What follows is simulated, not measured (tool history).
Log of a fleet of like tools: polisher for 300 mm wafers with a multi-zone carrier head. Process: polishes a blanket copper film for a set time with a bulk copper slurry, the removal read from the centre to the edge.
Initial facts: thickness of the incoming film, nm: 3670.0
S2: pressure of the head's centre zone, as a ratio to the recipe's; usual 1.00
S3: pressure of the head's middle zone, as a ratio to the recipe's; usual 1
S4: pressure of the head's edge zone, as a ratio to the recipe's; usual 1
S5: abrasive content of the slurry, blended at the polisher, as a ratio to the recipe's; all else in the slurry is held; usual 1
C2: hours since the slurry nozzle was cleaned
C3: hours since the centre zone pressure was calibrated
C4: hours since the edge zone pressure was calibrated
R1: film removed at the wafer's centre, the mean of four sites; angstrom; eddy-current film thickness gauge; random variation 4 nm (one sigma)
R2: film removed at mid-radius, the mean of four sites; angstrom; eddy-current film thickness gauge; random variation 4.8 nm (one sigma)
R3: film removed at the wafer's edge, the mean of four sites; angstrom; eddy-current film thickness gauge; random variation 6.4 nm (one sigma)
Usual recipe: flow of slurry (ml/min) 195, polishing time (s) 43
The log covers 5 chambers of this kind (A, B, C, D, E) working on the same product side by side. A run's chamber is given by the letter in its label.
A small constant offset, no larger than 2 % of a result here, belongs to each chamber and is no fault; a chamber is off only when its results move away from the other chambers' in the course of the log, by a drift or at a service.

Run 1C, day 0.538: usual settings; wafers polished on this pad 253; C2 208.7; C3 884.1; C4 700.9. Result: R1 5787.3 angstrom, R2 5812.6 angstrom, R3 5767.4 angstrom.
At day 0.679: chamber D: slurry nozzle cleaned.
At day 0.783: chamber B: worn pad replaced by a new one.
At day 0.896: chamber E: worn pad replaced by a new one.
Run 2B, day 1.150: usual settings; wafers polished on this pad 104; C2 272.9; C3 86.3; C4 273.3. Result: R1 5898.7 angstrom, R2 5711.3 angstrom, R3 5770.5 angstrom.
At day 1.417: chamber A: slurry nozzle cleaned.
Run 3E, day 1.633: usual settings; wafers polished on this pad 210; C2 154.1; C3 122.0; C4 351.3. Result: R1 5815.7 angstrom, R2 5717.5 angstrom, R3 5719.7 angstrom.
Run 4D, day 1.975: usual settings; wafers polished on this pad 578; C2 31.1; C3 114.6; C4 361.4. Result: R1 5718.5 angstrom, R2 5750.1 angstrom, R3 5588.5 angstrom.
At day 2.183: chamber A: worn pad replaced by a new one.
Run 5A, day 2.271: usual settings; wafers polished on this pad 25; C2 20.5; C3 866.8; C4 356.4. Result: R1 5788.7 angstrom, R2 5793.3 angstrom, R3 5712.7 angstrom.
At day 2.533: chamber D: worn pad replaced by a new one.
Run 6E, day 2.742: usual settings; wafers polished on this pad 524; C2 180.7; C3 148.6; C4 377.9. Result: R1 5691.2 angstrom, R2 5847.9 angstrom, R3 5738.4 angstrom.
At day 2.821: chamber C: worn pad replaced by a new one.
Run 7C, day 3.271: usual settings; wafers polished on this pad 127; C2 274.3; C3 949.7; C4 766.5. Result: R1 5821.9 angstrom, R2 5833.8 angstrom, R3 5766.4 angstrom.
Run 8A, day 3.692: usual settings; wafers polished on this pad 428; C2 54.6; C3 900.9; C4 390.5. Result: R1 5896.1 angstrom, R2 5707.4 angstrom, R3 5887.0 angstrom.
Run 9B, day 4.067: usual settings but S2 1.06; wafers polished on this pad 930; C2 342.9; C3 156.3; C4 343.3. Result: R1 6208.5 angstrom, R2 5749.8 angstrom, R3 5722.3 angstrom.
At day 4.083: chamber E: worn pad replaced by a new one.
Run 10D, day 4.488: usual settings but S2 1.06; wafers polished on this pad 554; C2 91.4; C3 174.9; C4 421.7. Result: R1 6164.2 angstrom, R2 5784.6 angstrom, R3 5705.9 angstrom.
Run 11B, day 4.912: usual settings but S2 1.06; wafers polished on this pad 1170; C2 363.2; C3 176.6; C4 363.6. Result: R1 6175.6 angstrom, R2 5811.0 angstrom, R3 5681.6 angstrom.
At day 4.950: chamber D: worn pad replaced by a new one.
At day 5.046: chamber D: edge zone pressure recalibrated.
At day 5.354: chamber B: worn pad replaced by a new one.
Run 12D, day 5.475: usual settings but S2 1.06; wafers polished on this pad 149; C2 115.1; C3 198.6; C4 10.3. Result: R1 6074.7 angstrom, R2 5811.2 angstrom, R3 5789.5 angstrom.
At day 6.004: chamber A: worn pad replaced by a new one.
Run 13A, day 6.033: usual settings but S2 1.06; wafers polished on this pad 8; C2 110.8; C3 957.1; C4 446.7. Result: R1 6141.2 angstrom, R2 5653.3 angstrom, R3 5882.6 angstrom.
At day 6.117: chamber C: worn pad replaced by a new one.
Run 14C, day 6.592: usual settings; wafers polished on this pad 134; C2 354.0; C3 1029.4; C4 846.2. Result: R1 5795.8 angstrom, R2 5779.1 angstrom, R3 5727.3 angstrom.
At day 6.838: chamber E: worn pad replaced by a new one.
Run 15E, day 6.862: usual settings; wafers polished on this pad 7; C2 279.6; C3 247.5; C4 476.8. Result: R1 5724.2 angstrom, R2 5741.7 angstrom, R3 5804.3 angstrom.
Run 16C, day 7.225: usual settings; wafers polished on this pad 314; C2 369.2; C3 1044.6; C4 861.4. Result: R1 5826.9 angstrom, R2 5765.2 angstrom, R3 5844.1 angstrom.
Run 17D, day 7.512: usual settings; wafers polished on this pad 726; C2 164.0; C3 247.5; C4 59.2. Result: R1 5738.9 angstrom, R2 5795.4 angstrom, R3 5607.1 angstrom.
Run 18A, day 7.838: usual settings; wafers polished on this pad 519; C2 154.1; C3 1000.4; C4 490.0. Result: R1 5658.8 angstrom, R2 5712.6 angstrom, R3 5797.1 angstrom.
At day 7.850: chamber D: worn pad replaced by a new one.
Run 19E, day 8.450: usual settings; wafers polished on this pad 457; C2 317.7; C3 285.6; C4 514.9. Result: R1 5748.5 angstrom, R2 5751.8 angstrom, R3 5783.7 angstrom.
Run 20B, day 8.962: usual settings; wafers polished on this pad 1023; C2 460.4; C3 273.8; C4 460.8. Result: R1 5802.3 angstrom, R2 5803.9 angstrom, R3 5865.2 angstrom.
At day 9.350: chamber E: worn pad replaced by a new one.
At day 9.425: chamber C: worn pad replaced by a new one.
Run 21B, day 9.558: usual settings; wafers polished on this pad 1192; C2 474.7; C3 288.1; C4 475.1. Result: R1 5825.2 angstrom, R2 5811.7 angstrom, R3 5794.1 angstrom.
At day 9.746: chamber A: worn pad replaced by a new one.
Run 22A, day 9.888: usual settings; wafers polished on this pad 40; C2 203.3; C3 1049.6; C4 539.2. Result: R1 5589.4 angstrom, R2 5802.2 angstrom, R3 5799.2 angstrom.
At day 10.046: chamber B: worn pad replaced by a new one.
Run 23D, day 10.454: usual settings; wafers polished on this pad 738; C2 234.6; C3 318.1; C4 129.8. Result: R1 5702.6 angstrom, R2 5742.8 angstrom, R3 5669.6 angstrom.
At day 10.783: chamber A: slurry nozzle cleaned.
At day 10.804: chamber D: worn pad replaced by a new one.
Run 24C, day 10.950: usual settings; wafers polished on this pad 432; C2 458.6; C3 1134.0; C4 950.8. Result: R1 5864.8 angstrom, R2 5852.1 angstrom, R3 5724.5 angstrom.
Run 25E, day 11.417: usual settings; wafers polished on this pad 585; C2 388.9; C3 356.8; C4 586.1. Result: R1 5725.2 angstrom, R2 5672.2 angstrom, R3 5805.1 angstrom.
At day 11.725: chamber C: slurry nozzle cleaned.
Run 26E, day 12.033: usual settings; wafers polished on this pad 760; C2 403.7; C3 371.6; C4 600.9. Result: R1 5752.0 angstrom, R2 5743.4 angstrom, R3 5751.1 angstrom.
Run 27B, day 12.617: usual settings but polishing time (s) 54; wafers polished on this pad 728; C2 548.1; C3 361.5; C4 548.5. Result: R1 7292.5 angstrom, R2 7171.7 angstrom, R3 7250.4 angstrom.
Run 28D, day 12.962: usual settings but polishing time (s) 54; wafers polished on this pad 612; C2 294.8; C3 378.3; C4 190.0. Result: R1 7218.6 angstrom, R2 7170.7 angstrom, R3 7042.9 angstrom.
At day 12.992: chamber C: worn pad replaced by a new one.
At day 13.358: chamber A: worn pad replaced by a new one.
Run 29C, day 13.462: usual settings but polishing time (s) 54; wafers polished on this pad 133; C2 41.7; C3 1194.3; C4 1011.1. Result: R1 7203.6 angstrom, R2 7265.1 angstrom, R3 7405.1 angstrom.
Run 30A, day 13.917: usual settings but polishing time (s) 54; wafers polished on this pad 158; C2 75.3; C3 1146.3; C4 635.9. Result: R1 6737.5 angstrom, R2 7299.9 angstrom, R3 7250.2 angstrom.

All 5 chambers run these settings next. Forecast each chamber's results:
Run 31A, day 14.367: usual settings. Result: R1 ?, R2 ?, R3 ?.
Run 31B, day 14.367: usual settings. Result: R1 ?, R2 ?, R3 ?.
Run 31C, day 14.367: usual settings. Result: R1 ?, R2 ?, R3 ?.
Run 31D, day 14.367: usual settings. Result: R1 ?, R2 ?, R3 ?.
Run 31E, day 14.367: usual settings. Result: R1 ?, R2 ?, R3 ?.

run      R1      R2      R3
31A  5357.6  5705.3  5822.3
31B  5812.1  5810.4  5799.7
31C  5814.4  5722.9  5638.2
31D  5718.6  5784.1  5646.9
31E  5767.9  5795.0  5724.0
